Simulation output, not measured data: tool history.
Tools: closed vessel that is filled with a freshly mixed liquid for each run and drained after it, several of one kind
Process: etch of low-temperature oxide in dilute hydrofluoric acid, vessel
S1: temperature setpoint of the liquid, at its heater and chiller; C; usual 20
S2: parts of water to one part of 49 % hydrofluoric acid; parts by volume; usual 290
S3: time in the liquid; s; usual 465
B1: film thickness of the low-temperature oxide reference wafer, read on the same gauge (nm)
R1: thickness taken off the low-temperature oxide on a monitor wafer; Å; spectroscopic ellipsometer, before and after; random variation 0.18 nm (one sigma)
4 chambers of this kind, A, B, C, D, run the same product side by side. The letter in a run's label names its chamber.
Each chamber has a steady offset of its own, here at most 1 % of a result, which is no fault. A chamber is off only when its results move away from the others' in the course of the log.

run   hour  S1   S2   S3      B1      R1
 1A    8.1  20  290  465  60.001  343.44
 2C   12.2  20  290  465  60.045  339.98
 3B   16.9  20  290  465  60.027  339.88
 4D   25.3  20  290  465  59.992  336.49
 5B   30.3  20  290  465  60.033  338.44
 6A   34.8  20  290  465  60.031  338.88
 7C   42.9  20  290  465  59.987  337.93
 8D   49.8  20  290  280  59.967  201.99
 9C   56.5  20  290  280  60.009  204.30
      58.7  -- chamber A: hydrofluoric acid flow meter replaced
10B   62.1  20  290  280  60.000  204.63
11A   70.9  20  290  280  60.005  203.43
12D   74.9  20  290  465  59.985  337.88
13D   81.9  20  290  465  60.028  335.09
14B   86.6  20  290  465  60.050  337.29
15A   92.5  20  290  465  60.018  340.90
16C   98.4  20  290  465  59.995  336.91
17C  106.8  20  290  465  59.999  337.90
18A  111.6  20  290  465  59.998  339.29
19D  117.7  20  290  465  60.026  335.62
20B  125.2  20  290  465  60.022  340.12
21D  132.2  20  290  465  59.981  337.72
22C  138.2  20  290  465  59.981  334.09
23A  142.2  20  290  465  60.006  341.91
24B  149.8  20  290  465  59.982  336.40
25D  155.9  20  290  465  60.028  338.21
26C  164.6  20  290  465  59.983  328.40
27B  172.4  20  290  465  59.983  342.12
28A  178.5  20  290  465  60.003  341.81
29D  182.6  20  290  465  60.003  337.64
30B  187.1  20  290  465  59.999  337.82
31C  194.3  20  370  680  59.989  349.63
32A  200.6  20  370  680  60.018  364.53
33A  208.9  20  370  680  60.025  364.79
34C  214.5  20  370  680  60.024  346.60
35B  221.1  20  290  465  60.000  338.44
36D  226.5  20  290  465  59.984  337.75

What goes on in this fleet: one chamber off, a drifting gauge, or nothing beyond the chambers' own small offsets? Name the chamber and the cause, if any.

Chamber C drifts away from the others.
Cause: liquid colder than its thermometer reads (K) = 1.62.
The log may not tell that from: hydrofluoric acid flow below the setpoint (%).

Here are 4 candidates for chamber C's next run, each the usual settings with a change, their results left as question marks. Which one brings its results back in line with what the others give on the usual settings?
In line means no further than this from the other chambers' mean on the usual settings: R1 6.30 Å
37C-1  232.8  20.0  305  465       ?
37C-2  232.8  20.0  285  480       ?
37C-3  232.8  20.0  295  465       ?
37C-4  232.8  20.5  290  465       ?

The other chambers' mean on the usual settings: R1 338.63 Å
  run      R1
37C-1  299.84
37C-2  336.97
37C-3  312.66
37C-4  325.44
37C-2 brings the chamber back in line.

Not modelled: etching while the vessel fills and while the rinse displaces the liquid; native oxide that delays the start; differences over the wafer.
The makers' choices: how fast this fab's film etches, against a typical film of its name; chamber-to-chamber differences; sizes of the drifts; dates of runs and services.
